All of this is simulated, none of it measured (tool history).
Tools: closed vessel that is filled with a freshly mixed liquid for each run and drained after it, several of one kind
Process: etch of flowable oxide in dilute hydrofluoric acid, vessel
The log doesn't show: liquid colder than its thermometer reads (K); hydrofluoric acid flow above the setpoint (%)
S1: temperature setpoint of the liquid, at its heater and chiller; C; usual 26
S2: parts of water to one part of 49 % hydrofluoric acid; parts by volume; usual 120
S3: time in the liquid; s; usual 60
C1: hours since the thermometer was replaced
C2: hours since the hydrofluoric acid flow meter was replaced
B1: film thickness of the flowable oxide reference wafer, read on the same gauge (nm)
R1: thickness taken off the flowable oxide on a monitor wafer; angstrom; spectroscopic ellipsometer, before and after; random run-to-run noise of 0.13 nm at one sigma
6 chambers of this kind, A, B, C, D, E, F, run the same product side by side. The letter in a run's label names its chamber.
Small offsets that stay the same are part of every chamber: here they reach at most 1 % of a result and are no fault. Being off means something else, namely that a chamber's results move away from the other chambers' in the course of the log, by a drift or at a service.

| run | hour | S1 | S2 | S3 | C1 | C2 | B1 | R1 |
|---|---|---|---|---|---|---|---|---|
| 1D | 9.2 | 26 | 120 | 60 | 187.6 | 325.1 | 59.976 | 307.04 |
| 2C | 19 | 26 | 120 | 60 | 44.6 | 1637.4 | 59.988 | 308.78 |
| 3A | 31.9 | 26 | 120 | 60 | 1233.2 | 263.5 | 59.998 | 311.49 |
| 4F | 44.5 | 26 | 120 | 60 | 484.8 | 400.9 | 60.013 | 308.4 |
| 5E | 51.1 | 26 | 120 | 60 | 274.9 | 766.4 | 59.981 | 310.37 |
|  | 53.6 | chamber D: hydrofluoric acid flow meter replaced |
| 6B | 59.6 | 21 | 85 | 60 | 1612.3 | 366.9 | 59.967 | 374.49 |
| 7A | 72.2 | 21 | 85 | 60 | 1273.5 | 303.8 | 59.967 | 372.58 |
| 8B | 81.6 | 21 | 85 | 60 | 1634.3 | 388.9 | 59.981 | 370.05 |
| 9C | 89.4 | 21 | 85 | 60 | 115 | 1707.8 | 59.981 | 374.8 |
| 10E | 102.5 | 21 | 85 | 60 | 326.3 | 817.8 | 59.993 | 368.16 |
| 11F | 112.9 | 21 | 85 | 60 | 553.2 | 469.3 | 59.969 | 367.27 |
| 12D | 122.6 | 26 | 120 | 60 | 301 | 69 | 60.012 | 306.64 |
| 13B | 132.7 | 26 | 120 | 60 | 1685.4 | 440 | 59.997 | 309.85 |
| 14F | 147.8 | 26 | 120 | 60 | 588.1 | 504.2 | 60.028 | 307.67 |
| 15C | 160.6 | 26 | 75 | 60 | 186.2 | 1779 | 60.021 | 528.02 |
| 16A | 171.1 | 26 | 75 | 60 | 1372.4 | 402.7 | 59.971 | 521.17 |
| 17D | 183.9 | 26 | 75 | 60 | 362.3 | 130.3 | 60.027 | 510.47 |
| 18E | 195.9 | 26 | 75 | 60 | 419.7 | 911.2 | 59.995 | 514.65 |
| 19E | 205.3 | 26 | 75 | 60 | 429.1 | 920.6 | 59.959 | 515.48 |
| 20F | 213.9 | 26 | 75 | 60 | 654.2 | 570.3 | 59.99 | 519.55 |
| 21D | 221.9 | 26 | 120 | 60 | 400.3 | 168.3 | 59.97 | 306.81 |
|  | 224.5 | chamber A: hydrofluoric acid flow meter replaced |
| 22A | 231.4 | 26 | 95 | 60 | 1432.7 | 7 | 60.008 | 399.81 |
| 23C | 242.9 | 26 | 95 | 60 | 268.5 | 1861.3 | 60.02 | 405.02 |
| 24B | 252.7 | 26 | 95 | 60 | 1805.4 | 560 | 59.992 | 401.5 |
| 25C | 262.9 | 26 | 95 | 60 | 288.5 | 1881.3 | 59.953 | 402.08 |
| 26F | 275.1 | 26 | 95 | 60 | 715.4 | 631.5 | 59.961 | 400.23 |
| 27A | 289.1 | 26 | 95 | 60 | 1490.4 | 64.7 | 59.981 | 403.11 |
| 28D | 301.1 | 26 | 120 | 60 | 479.5 | 247.5 | 59.977 | 306.06 |
| 29E | 315.3 | 26 | 120 | 60 | 539.1 | 1030.6 | 59.967 | 298.73 |
| 30B | 328.7 | 29 | 120 | 95 | 1881.4 | 636 | 59.975 | 545.69 |
| 31A | 339 | 29 | 120 | 95 | 1540.3 | 114.6 | 60.035 | 546.44 |
|  | 343.6 | chamber C: hydrofluoric acid flow meter replaced |
| 32C | 350.7 | 29 | 120 | 95 | 376.3 | 7.1 | 59.987 | 547.13 |
|  | 357.9 | chamber B: hydrofluoric acid flow meter replaced |
| 33D | 358 | 29 | 120 | 95 | 536.4 | 304.4 | 59.987 | 547.04 |
| 34B | 371 | 29 | 120 | 95 | 1923.7 | 13.2 | 59.997 | 543.76 |
| 35F | 385 | 29 | 120 | 95 | 825.3 | 741.4 | 60.005 | 549.1 |
| 36E | 395.4 | 23 | 160 | 60 | 619.2 | 1110.7 | 60.032 | 189.64 |
| 37D | 405.2 | 23 | 160 | 60 | 583.6 | 351.6 | 59.993 | 196.61 |

Next, all 6 chambers run the settings below, one line each with question marks for the results. What does each chamber give?
| 38A | 416.3 | 31 | 120 | 60 |  |  |  | ? |
| 38B | 416.3 | 31 | 120 | 60 |  |  |  | ? |
| 38C | 416.3 | 31 | 120 | 60 |  |  |  | ? |
| 38D | 416.3 | 31 | 120 | 60 |  |  |  | ? |
| 38E | 416.3 | 31 | 120 | 60 |  |  |  | ? |
| 38F | 416.3 | 31 | 120 | 60 |  |  |  | ? |

| run | R1 |
|---|---|
| 38A | 374.34 |
| 38B | 370.53 |
| 38C | 373.23 |
| 38D | 366.91 |
| 38E | 354.3 |
| 38F | 370.55 |
